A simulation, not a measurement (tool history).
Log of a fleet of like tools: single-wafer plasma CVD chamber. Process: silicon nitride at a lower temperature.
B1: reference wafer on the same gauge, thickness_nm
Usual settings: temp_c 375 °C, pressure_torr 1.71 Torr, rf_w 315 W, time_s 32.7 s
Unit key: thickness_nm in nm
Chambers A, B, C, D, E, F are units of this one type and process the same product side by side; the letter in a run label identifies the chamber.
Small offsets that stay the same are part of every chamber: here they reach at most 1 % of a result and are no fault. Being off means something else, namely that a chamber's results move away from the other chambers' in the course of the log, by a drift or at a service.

{"run": "1C", "day": 0.275, "temp_c": 375, "pressure_torr": 1.71, "rf_w": 315, "time_s": 32.7, "B1": 46.202, "thickness_nm": 40.043}
{"run": "2D", "day": 0.533, "temp_c": 375, "pressure_torr": 1.71, "rf_w": 315, "time_s": 32.7, "B1": 46.212, "thickness_nm": 40.399}
{"day": 0.633, "done": "chamber F: RF generator calibrated"}
{"run": "3F", "day": 0.721, "temp_c": 375, "pressure_torr": 1.71, "rf_w": 315, "time_s": 32.7, "B1": 46.217, "thickness_nm": 40.093}
{"day": 0.979, "done": "chamber B: RF generator calibrated"}
{"run": "4E", "day": 0.979, "temp_c": 375, "pressure_torr": 1.71, "rf_w": 315, "time_s": 32.7, "B1": 46.218, "thickness_nm": 39.735}
{"run": "5A", "day": 1.275, "temp_c": 375, "pressure_torr": 1.71, "rf_w": 315, "time_s": 32.7, "B1": 46.24, "thickness_nm": 40.307}
{"run": "6B", "day": 1.538, "temp_c": 375, "pressure_torr": 1.71, "rf_w": 315, "time_s": 32.7, "B1": 46.22, "thickness_nm": 40.105}
{"run": "7B", "day": 1.838, "temp_c": 375, "pressure_torr": 1.71, "rf_w": 315, "time_s": 32.7, "B1": 46.234, "thickness_nm": 40.109}
{"run": "8D", "day": 2.025, "temp_c": 375, "pressure_torr": 1.71, "rf_w": 315, "time_s": 32.7, "B1": 46.247, "thickness_nm": 40.341}
{"run": "9A", "day": 2.246, "temp_c": 375, "pressure_torr": 1.71, "rf_w": 315, "time_s": 32.7, "B1": 46.253, "thickness_nm": 40.301}
{"run": "10F", "day": 2.479, "temp_c": 375, "pressure_torr": 1.71, "rf_w": 315, "time_s": 32.7, "B1": 46.246, "thickness_nm": 40.258}
{"run": "11C", "day": 2.638, "temp_c": 375, "pressure_torr": 1.43, "rf_w": 315, "time_s": 29.5, "B1": 46.246, "thickness_nm": 34.485}
{"run": "12E", "day": 2.917, "temp_c": 375, "pressure_torr": 1.43, "rf_w": 315, "time_s": 29.5, "B1": 46.248, "thickness_nm": 34.067}
{"run": "13A", "day": 3.196, "temp_c": 375, "pressure_torr": 1.43, "rf_w": 315, "time_s": 29.5, "B1": 46.273, "thickness_nm": 34.544}
{"run": "14F", "day": 3.45, "temp_c": 375, "pressure_torr": 1.43, "rf_w": 315, "time_s": 29.5, "B1": 46.273, "thickness_nm": 34.511}
{"run": "15E", "day": 3.758, "temp_c": 375, "pressure_torr": 1.43, "rf_w": 315, "time_s": 29.5, "B1": 46.283, "thickness_nm": 34.095}
{"run": "16C", "day": 3.929, "temp_c": 375, "pressure_torr": 1.43, "rf_w": 315, "time_s": 29.5, "B1": 46.282, "thickness_nm": 34.44}
{"run": "17D", "day": 4.133, "temp_c": 375, "pressure_torr": 1.71, "rf_w": 315, "time_s": 32.7, "B1": 46.281, "thickness_nm": 40.449}
{"run": "18B", "day": 4.358, "temp_c": 375, "pressure_torr": 1.71, "rf_w": 315, "time_s": 32.7, "B1": 46.297, "thickness_nm": 40.092}
{"run": "19F", "day": 4.521, "temp_c": 375, "pressure_torr": 1.71, "rf_w": 315, "time_s": 32.7, "B1": 46.293, "thickness_nm": 40.262}
{"run": "20C", "day": 4.8, "temp_c": 375, "pressure_torr": 1.71, "rf_w": 315, "time_s": 32.7, "B1": 46.306, "thickness_nm": 40.136}
{"run": "21D", "day": 4.958, "temp_c": 375, "pressure_torr": 1.71, "rf_w": 315, "time_s": 32.7, "B1": 46.306, "thickness_nm": 40.392}
{"run": "22A", "day": 5.129, "temp_c": 375, "pressure_torr": 1.71, "rf_w": 315, "time_s": 32.7, "B1": 46.309, "thickness_nm": 40.282}
{"run": "23B", "day": 5.279, "temp_c": 375, "pressure_torr": 1.71, "rf_w": 315, "time_s": 32.7, "B1": 46.313, "thickness_nm": 40.143}
{"run": "24E", "day": 5.483, "temp_c": 375, "pressure_torr": 1.71, "rf_w": 315, "time_s": 32.7, "B1": 46.326, "thickness_nm": 39.724}
{"run": "25D", "day": 5.721, "temp_c": 375, "pressure_torr": 1.71, "rf_w": 315, "time_s": 32.7, "B1": 46.324, "thickness_nm": 40.442}
{"run": "26B", "day": 5.921, "temp_c": 375, "pressure_torr": 1.71, "rf_w": 315, "time_s": 32.7, "B1": 46.318, "thickness_nm": 40.127}
{"run": "27C", "day": 6.062, "temp_c": 370, "pressure_torr": 1.71, "rf_w": 315, "time_s": 32.7, "B1": 46.33, "thickness_nm": 40.273}
{"run": "28F", "day": 6.358, "temp_c": 370, "pressure_torr": 1.71, "rf_w": 315, "time_s": 32.7, "B1": 46.336, "thickness_nm": 40.342}
{"run": "29A", "day": 6.529, "temp_c": 370, "pressure_torr": 1.71, "rf_w": 315, "time_s": 32.7, "B1": 46.332, "thickness_nm": 40.457}
{"run": "30E", "day": 6.742, "temp_c": 370, "pressure_torr": 1.71, "rf_w": 315, "time_s": 32.7, "B1": 46.349, "thickness_nm": 39.91}
{"run": "31E", "day": 7.017, "temp_c": 370, "pressure_torr": 1.71, "rf_w": 315, "time_s": 32.7, "B1": 46.364, "thickness_nm": 39.863}
{"day": 7.096, "done": "chamber A: RF generator calibrated"}
{"run": "32A", "day": 7.217, "temp_c": 370, "pressure_torr": 1.71, "rf_w": 315, "time_s": 32.7, "B1": 46.353, "thickness_nm": 40.488}
{"run": "33D", "day": 7.408, "temp_c": 362, "pressure_torr": 1.71, "rf_w": 315, "time_s": 35.8, "B1": 46.366, "thickness_nm": 44.574}
{"run": "34C", "day": 7.617, "temp_c": 362, "pressure_torr": 1.71, "rf_w": 315, "time_s": 35.8, "B1": 46.363, "thickness_nm": 44.118}
{"run": "35F", "day": 7.875, "temp_c": 362, "pressure_torr": 1.71, "rf_w": 315, "time_s": 35.8, "B1": 46.376, "thickness_nm": 44.286}
{"run": "36B", "day": 8.025, "temp_c": 362, "pressure_torr": 1.71, "rf_w": 315, "time_s": 35.8, "B1": 46.377, "thickness_nm": 44.216}
{"run": "37C", "day": 8.242, "temp_c": 362, "pressure_torr": 1.71, "rf_w": 315, "time_s": 35.8, "B1": 46.374, "thickness_nm": 44.247}
{"run": "38D", "day": 8.404, "temp_c": 362, "pressure_torr": 1.71, "rf_w": 315, "time_s": 35.8, "B1": 46.385, "thickness_nm": 44.557}
{"run": "39B", "day": 8.567, "temp_c": 375, "pressure_torr": 1.53, "rf_w": 315, "time_s": 28.8, "B1": 46.375, "thickness_nm": 34.322}
{"run": "40F", "day": 8.788, "temp_c": 375, "pressure_torr": 1.53, "rf_w": 315, "time_s": 28.8, "B1": 46.399, "thickness_nm": 34.405}
{"run": "41E", "day": 8.946, "temp_c": 375, "pressure_torr": 1.53, "rf_w": 315, "time_s": 28.8, "B1": 46.395, "thickness_nm": 34.062}
{"run": "42A", "day": 9.171, "temp_c": 375, "pressure_torr": 1.53, "rf_w": 315, "time_s": 28.8, "B1": 46.4, "thickness_nm": 34.528}
{"run": "43A", "day": 9.333, "temp_c": 375, "pressure_torr": 1.53, "rf_w": 315, "time_s": 28.8, "B1": 46.392, "thickness_nm": 34.507}

What goes on in this fleet: one chamber off, a drifting gauge, or nothing beyond the chambers' own small offsets? Name the chamber and the cause, if any.

Every chamber seems to shift together because the gauge that measures them all drifts; the chambers themselves are fine.
Most likely cause: gauge reads high (%) = 0.447.
